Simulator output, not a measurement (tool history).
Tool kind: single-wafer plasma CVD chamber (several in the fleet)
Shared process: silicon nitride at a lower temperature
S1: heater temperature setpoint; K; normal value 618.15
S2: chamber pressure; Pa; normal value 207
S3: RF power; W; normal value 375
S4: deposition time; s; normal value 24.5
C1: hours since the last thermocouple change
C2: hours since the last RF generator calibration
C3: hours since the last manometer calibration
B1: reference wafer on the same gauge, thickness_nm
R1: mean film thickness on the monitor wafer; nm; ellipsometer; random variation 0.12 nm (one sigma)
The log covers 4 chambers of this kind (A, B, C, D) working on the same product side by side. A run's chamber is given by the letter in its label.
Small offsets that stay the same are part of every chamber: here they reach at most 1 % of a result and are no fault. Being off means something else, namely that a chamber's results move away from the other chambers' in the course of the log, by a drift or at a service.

| run | hour | S1 | S2 | S3 | S4 | C1 | C2 | C3 | B1 | R1 |
|---|---|---|---|---|---|---|---|---|---|---|
| 1B | 14.2 | 618.15 | 207 | 375 | 24.5 | 194.9 | 403.5 | 315.5 | 38.464 | 33.301 |
| 2D | 21.6 | 618.15 | 207 | 375 | 24.5 | 310.1 | 304.3 | 1803.5 | 38.459 | 33.119 |
| 3C | 31.1 | 618.15 | 207 | 375 | 24.5 | 684.5 | 1102 | 431.3 | 38.467 | 32.979 |
| 4A | 40.5 | 618.15 | 207 | 375 | 24.5 | 1256.8 | 693 | 1575.5 | 38.517 | 33.034 |
| 5C | 52.1 | 618.15 | 207 | 375 | 24.5 | 705.5 | 1123 | 452.3 | 38.508 | 33.111 |
| 6B | 62.5 | 618.15 | 207 | 375 | 24.5 | 243.2 | 451.8 | 363.8 | 38.503 | 33.199 |
| 7A | 77.2 | 618.15 | 207 | 375 | 24.5 | 1293.5 | 729.7 | 1612.2 | 38.512 | 32.923 |
| 8D | 86.9 | 618.15 | 207 | 375 | 24.5 | 375.4 | 369.6 | 1868.8 | 38.497 | 32.938 |
| 9C | 95.6 | 618.15 | 207 | 375 | 24.5 | 749 | 1166.5 | 495.8 | 38.482 | 33.213 |
| 10A | 102.2 | 618.15 | 243 | 435 | 24.5 | 1318.5 | 754.7 | 1637.2 | 38.463 | 37.792 |
| 11D | 113.1 | 618.15 | 243 | 435 | 24.5 | 401.6 | 395.8 | 1895 | 38.517 | 37.941 |
| 12B | 124.7 | 618.15 | 243 | 435 | 24.5 | 305.4 | 514 | 426 | 38.5 | 37.966 |
| 13C | 139.7 | 618.15 | 243 | 435 | 24.5 | 793.1 | 1210.6 | 539.9 | 38.462 | 37.982 |
| 14A | 147.8 | 618.15 | 207 | 375 | 24.5 | 1364.1 | 800.3 | 1682.8 | 38.507 | 32.873 |
| 15B | 154.4 | 624.15 | 189 | 375 | 24.5 | 335.1 | 543.7 | 455.7 | 38.498 | 32.402 |
| 16D | 162 | 624.15 | 189 | 375 | 24.5 | 450.5 | 444.7 | 1943.9 | 38.442 | 31.983 |
| 17D | 170.1 | 624.15 | 189 | 375 | 24.5 | 458.6 | 452.8 | 1952 | 38.498 | 31.942 |
| 18A | 182.1 | 624.15 | 189 | 375 | 24.5 | 1398.4 | 834.6 | 1717.1 | 38.51 | 31.731 |
| 19B | 196.1 | 618.15 | 207 | 375 | 24.5 | 376.8 | 585.4 | 497.4 | 38.496 | 33.294 |
| 20C | 207.6 | 618.15 | 207 | 375 | 24.5 | 861 | 1278.5 | 607.8 | 38.498 | 32.977 |
| 21B | 217.9 | 618.15 | 207 | 350 | 24.5 | 398.6 | 607.2 | 519.2 | 38.489 | 31.82 |
| 22A | 226 | 618.15 | 207 | 350 | 24.5 | 1442.3 | 878.5 | 1761 | 38.494 | 31.393 |
|  | 231.1 | chamber C: RF generator calibrated |
| 23D | 233.9 | 618.15 | 207 | 350 | 24.5 | 522.4 | 516.6 | 2015.8 | 38.518 | 31.686 |
| 24C | 245.6 | 618.15 | 207 | 350 | 24.5 | 899 | 14.5 | 645.8 | 38.497 | 31.531 |
| 25A | 255.5 | 618.15 | 207 | 375 | 24.5 | 1471.8 | 908 | 1790.5 | 38.501 | 32.966 |
|  | 259.8 | chamber D: capacitance manometer re-zeroed and calibrated |
| 26B | 266.1 | 618.15 | 207 | 375 | 24.5 | 446.8 | 655.4 | 567.4 | 38.475 | 33.364 |
| 27C | 279 | 618.15 | 207 | 375 | 24.5 | 932.4 | 47.9 | 679.2 | 38.49 | 33.034 |
| 28D | 293.6 | 618.15 | 207 | 375 | 24.5 | 582.1 | 576.3 | 33.8 | 38.494 | 33.072 |
| 29B | 305 | 618.15 | 207 | 375 | 24.5 | 485.7 | 694.3 | 606.3 | 38.534 | 33.145 |

Decide between three cases: one chamber stands off from its peers, the gauge reading all wafers drifts, or nothing is wrong past each chamber's small offset. Where a chamber is off, say which and what most likely put it there.

The fleet is healthy, with each chamber sitting at its usual small offset and no drift in the gauge.

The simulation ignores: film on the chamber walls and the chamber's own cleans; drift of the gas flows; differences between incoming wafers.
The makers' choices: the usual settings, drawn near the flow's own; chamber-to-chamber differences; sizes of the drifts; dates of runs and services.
